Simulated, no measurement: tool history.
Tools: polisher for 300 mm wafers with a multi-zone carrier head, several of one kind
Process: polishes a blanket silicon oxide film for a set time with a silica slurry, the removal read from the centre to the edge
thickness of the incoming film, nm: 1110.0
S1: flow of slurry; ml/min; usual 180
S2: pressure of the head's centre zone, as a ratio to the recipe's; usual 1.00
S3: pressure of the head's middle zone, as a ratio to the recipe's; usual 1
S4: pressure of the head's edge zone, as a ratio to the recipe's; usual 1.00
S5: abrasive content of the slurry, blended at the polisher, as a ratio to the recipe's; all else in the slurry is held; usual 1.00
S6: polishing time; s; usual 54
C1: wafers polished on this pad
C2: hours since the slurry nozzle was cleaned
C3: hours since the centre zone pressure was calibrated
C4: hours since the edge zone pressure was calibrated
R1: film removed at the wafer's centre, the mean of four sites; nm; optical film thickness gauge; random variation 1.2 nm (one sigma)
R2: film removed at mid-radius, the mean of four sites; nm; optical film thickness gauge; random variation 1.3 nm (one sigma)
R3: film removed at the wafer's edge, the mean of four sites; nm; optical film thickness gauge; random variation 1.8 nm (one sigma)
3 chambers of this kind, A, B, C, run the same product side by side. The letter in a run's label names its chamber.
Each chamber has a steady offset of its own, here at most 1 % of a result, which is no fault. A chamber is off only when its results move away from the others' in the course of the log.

run 1C day=0.642 | S1=180 S2=1.00 S3=1 S4=1.00 S5=1.00 S6=54 | C1=787 C2=91.9 C3=238.8 C4=521.3 | R1=130.86 R2=133.76 R3=130.03
-- day=0.671 chamber A: worn pad replaced by a new one
-- day=1.129 chamber C: worn pad replaced by a new one
-- day=1.150 chamber B: worn pad replaced by a new one
run 2A day=1.200 | S1=180 S2=1.00 S3=1 S4=1.00 S5=1.00 S6=54 | C1=143 C2=77.7 C3=691.8 C4=223.7 | R1=131.10 R2=131.49 R3=133.27
run 3B day=1.638 | S1=180 S2=1.00 S3=1 S4=1.00 S5=1.00 S6=54 | C1=132 C2=199.8 C3=161.6 C4=1030.9 | R1=133.20 R2=130.79 R3=133.53
run 4A day=2.092 | S1=180 S2=1.00 S3=1 S4=1.00 S5=1.00 S6=54 | C1=385 C2=99.1 C3=713.2 C4=245.1 | R1=134.05 R2=135.87 R3=136.14
run 5B day=2.542 | S1=180 S2=1.00 S3=1 S4=1.00 S5=1.00 S6=54 | C1=377 C2=221.5 C3=183.3 C4=1052.6 | R1=129.89 R2=131.62 R3=133.09
-- day=2.975 chamber B: slurry nozzle cleaned
run 6C day=3.079 | S1=180 S2=0.92 S3=1 S4=1.00 S5=1.00 S6=54 | C1=529 C2=150.4 C3=297.3 C4=579.8 | R1=120.07 R2=133.15 R3=134.54
run 7B day=3.488 | S1=180 S2=0.92 S3=1 S4=1.00 S5=1.00 S6=54 | C1=633 C2=12.4 C3=206.0 C4=1075.3 | R1=120.54 R2=128.56 R3=133.20
run 8A day=4.154 | S1=180 S2=0.92 S3=1 S4=1.00 S5=1.00 S6=54 | C1=943 C2=148.6 C3=762.7 C4=294.6 | R1=121.41 R2=134.49 R3=131.49
-- day=4.425 chamber B: worn pad replaced by a new one
-- day=4.438 chamber C: worn pad replaced by a new one
-- day=4.500 chamber C: edge zone pressure recalibrated
run 9C day=4.529 | S1=180 S2=1.00 S3=1 S4=1.00 S5=1.00 S6=54 | C1=25 C2=185.2 C3=332.1 C4=0.7 | R1=131.72 R2=133.49 R3=128.70
run 10B day=4.875 | S1=180 S2=1.00 S3=1 S4=1.00 S5=1.00 S6=54 | C1=122 C2=45.7 C3=239.3 C4=1108.6 | R1=130.92 R2=132.44 R3=131.97
-- day=5.046 chamber C: slurry nozzle cleaned
-- day=5.246 chamber A: worn pad replaced by a new one
run 11A day=5.467 | S1=180 S2=1.00 S3=1 S4=1.00 S5=1.00 S6=54 | C1=60 C2=180.1 C3=794.2 C4=326.1 | R1=135.05 R2=132.59 R3=131.18
run 12C day=6.008 | S1=180 S2=1.00 S3=1 S4=1.00 S5=1.00 S6=54 | C1=426 C2=23.1 C3=367.6 C4=36.2 | R1=131.76 R2=133.36 R3=131.36
run 13B day=6.312 | S1=180 S2=1.00 S3=1 S4=1.00 S5=1.00 S6=54 | C1=512 C2=80.2 C3=273.8 C4=1143.1 | R1=125.85 R2=130.90 R3=130.11
run 14A day=6.875 | S1=180 S2=1.00 S3=1 S4=1.00 S5=1.00 S6=54 | C1=442 C2=213.9 C3=828.0 C4=359.9 | R1=134.26 R2=134.88 R3=131.79
run 15C day=7.300 | S1=180 S2=1.00 S3=1 S4=1.00 S5=1.00 S6=54 | C1=775 C2=54.1 C3=398.6 C4=67.2 | R1=131.70 R2=131.19 R3=129.85
-- day=7.417 chamber C: worn pad replaced by a new one
-- day=7.504 chamber B: worn pad replaced by a new one
run 16B day=7.596 | S1=180 S2=1.00 S3=1 S4=1.00 S5=1.00 S6=54 | C1=25 C2=111.0 C3=304.6 C4=1173.9 | R1=126.22 R2=132.55 R3=132.33
run 17C day=7.912 | S1=180 S2=1.00 S3=1 S4=1.00 S5=1.00 S6=54 | C1=134 C2=68.8 C3=413.3 C4=81.9 | R1=131.75 R2=132.05 R3=133.06
run 18A day=8.479 | S1=180 S2=1.00 S3=1 S4=1.00 S5=1.00 S6=54 | C1=876 C2=252.4 C3=866.5 C4=398.4 | R1=133.32 R2=134.20 R3=132.42
run 19A day=8.938 | S1=180 S2=1.00 S3=1 S4=1.00 S5=1.00 S6=54 | C1=1000 C2=263.4 C3=877.5 C4=409.4 | R1=132.12 R2=132.04 R3=132.08
run 20C day=9.267 | S1=180 S2=1.00 S3=1 S4=1.00 S5=1.00 S6=54 | C1=501 C2=101.3 C3=445.8 C4=114.4 | R1=133.81 R2=132.14 R3=129.08
run 21B day=9.612 | S1=180 S2=1.00 S3=1 S4=1.00 S5=1.00 S6=54 | C1=571 C2=159.4 C3=353.0 C4=1222.3 | R1=123.30 R2=130.74 R3=132.18
run 22B day=10.108 | S1=180 S2=1.00 S3=1 S4=1.00 S5=1.15 S6=54 | C1=705 C2=171.3 C3=364.9 C4=1234.2 | R1=129.52 R2=138.33 R3=141.98
-- day=10.183 chamber A: worn pad replaced by a new one
-- day=10.608 chamber B: worn pad replaced by a new one
run 23C day=10.608 | S1=180 S2=1.00 S3=1 S4=1.00 S5=1.15 S6=54 | C1=864 C2=133.5 C3=478.0 C4=146.6 | R1=141.47 R2=141.22 R3=142.94
-- day=10.612 chamber C: worn pad replaced by a new one
run 24A day=11.279 | S1=180 S2=1.00 S3=1 S4=1.00 S5=1.15 S6=54 | C1=297 C2=319.6 C3=933.7 C4=465.6 | R1=144.46 R2=144.12 R3=139.62
run 25A day=11.579 | S1=180 S2=1.00 S3=1 S4=1.00 S5=1.00 S6=54 | C1=378 C2=326.8 C3=940.9 C4=472.8 | R1=132.58 R2=132.60 R3=132.17
run 26B day=12.012 | S1=180 S2=1.00 S3=1 S4=1.00 S5=1.00 S6=54 | C1=380 C2=217.0 C3=410.6 C4=1279.9 | R1=121.83 R2=132.08 R3=130.34
run 27C day=12.683 | S1=180 S2=1.00 S3=1 S4=1.00 S5=1.00 S6=54 | C1=560 C2=183.3 C3=527.8 C4=196.4 | R1=129.54 R2=132.06 R3=132.22
-- day=13.112 chamber B: edge zone pressure recalibrated
run 28A day=13.171 | S1=180 S2=1.00 S3=1 S4=1.00 S5=1.00 S6=54 | C1=809 C2=365.0 C3=979.1 C4=511.0 | R1=133.65 R2=135.42 R3=132.83
run 29C day=13.583 | S1=180 S2=1.00 S3=1 S4=0.95 S5=1.25 S6=54 | C1=804 C2=204.9 C3=549.4 C4=218.0 | R1=143.44 R2=146.80 R3=139.71
-- day=13.671 chamber C: worn pad replaced by a new one
-- day=13.846 chamber B: slurry nozzle cleaned
-- day=13.983 chamber B: worn pad replaced by a new one
run 30B day=14.225 | S1=180 S2=1.00 S3=1 S4=0.95 S5=1.25 S6=54 | C1=65 C2=9.1 C3=463.7 C4=26.8 | R1=127.54 R2=143.84 R3=145.14
-- day=14.542 chamber C: slurry nozzle cleaned
run 31C day=14.654 | S1=180 S2=1.00 S3=1 S4=0.95 S5=1.25 S6=54 | C1=266 C2=2.8 C3=575.1 C4=243.7 | R1=145.39 R2=147.01 R3=144.56
run 32B day=15.042 | S1=180 S2=1.00 S3=1 S4=1.00 S5=1.00 S6=54 | C1=286 C2=28.7 C3=483.3 C4=46.4 | R1=116.17 R2=133.70 R3=132.39

Is one chamber off against the others, does the gauge drift, or is nothing wrong? If a chamber is off, say which, and what the likeliest cause is.

Chamber B drifts away from the others.
Cause: centre zone's pressure below its setpoint, % = 10.8.

Here are 4 candidates for chamber B's next run, each the usual settings with a change, their results left as question marks. Which one brings its results back in line with what the others give on the usual settings?
In line means no further than this from the other chambers' mean on the usual settings: R1 4.00 nm; R2 4.50 nm; R3 6.30 nm
run 33B-1 day=15.521 | S1=190 S2=1.12 S3=0.99 S4=0.95 S5=1.00 S6=54 | R1=? R2=? R3=?
run 33B-2 day=15.521 | S1=175 S2=0.94 S3=1.01 S4=1.02 S5=1.00 S6=54 | R1=? R2=? R3=?
run 33B-3 day=15.521 | S1=185 S2=1.06 S3=0.99 S4=0.98 S5=1.00 S6=54 | R1=? R2=? R3=?
run 33B-4 day=15.521 | S1=170 S2=0.90 S3=1.01 S4=1.04 S5=1.00 S6=54 | R1=? R2=? R3=?

The other chambers' mean on the usual settings: R1 132.44 nm; R2 132.71 nm; R3 132.03 nm
run=33B-1 R1=132.45 R2=132.72 R3=130.11
run=33B-2 R1=107.41 R2=133.48 R3=133.73
run=33B-3 R1=124.05 R2=132.21 R3=131.83
run=33B-4 R1=101.71 R2=132.85 R3=134.64
33B-1 brings the chamber back in line.
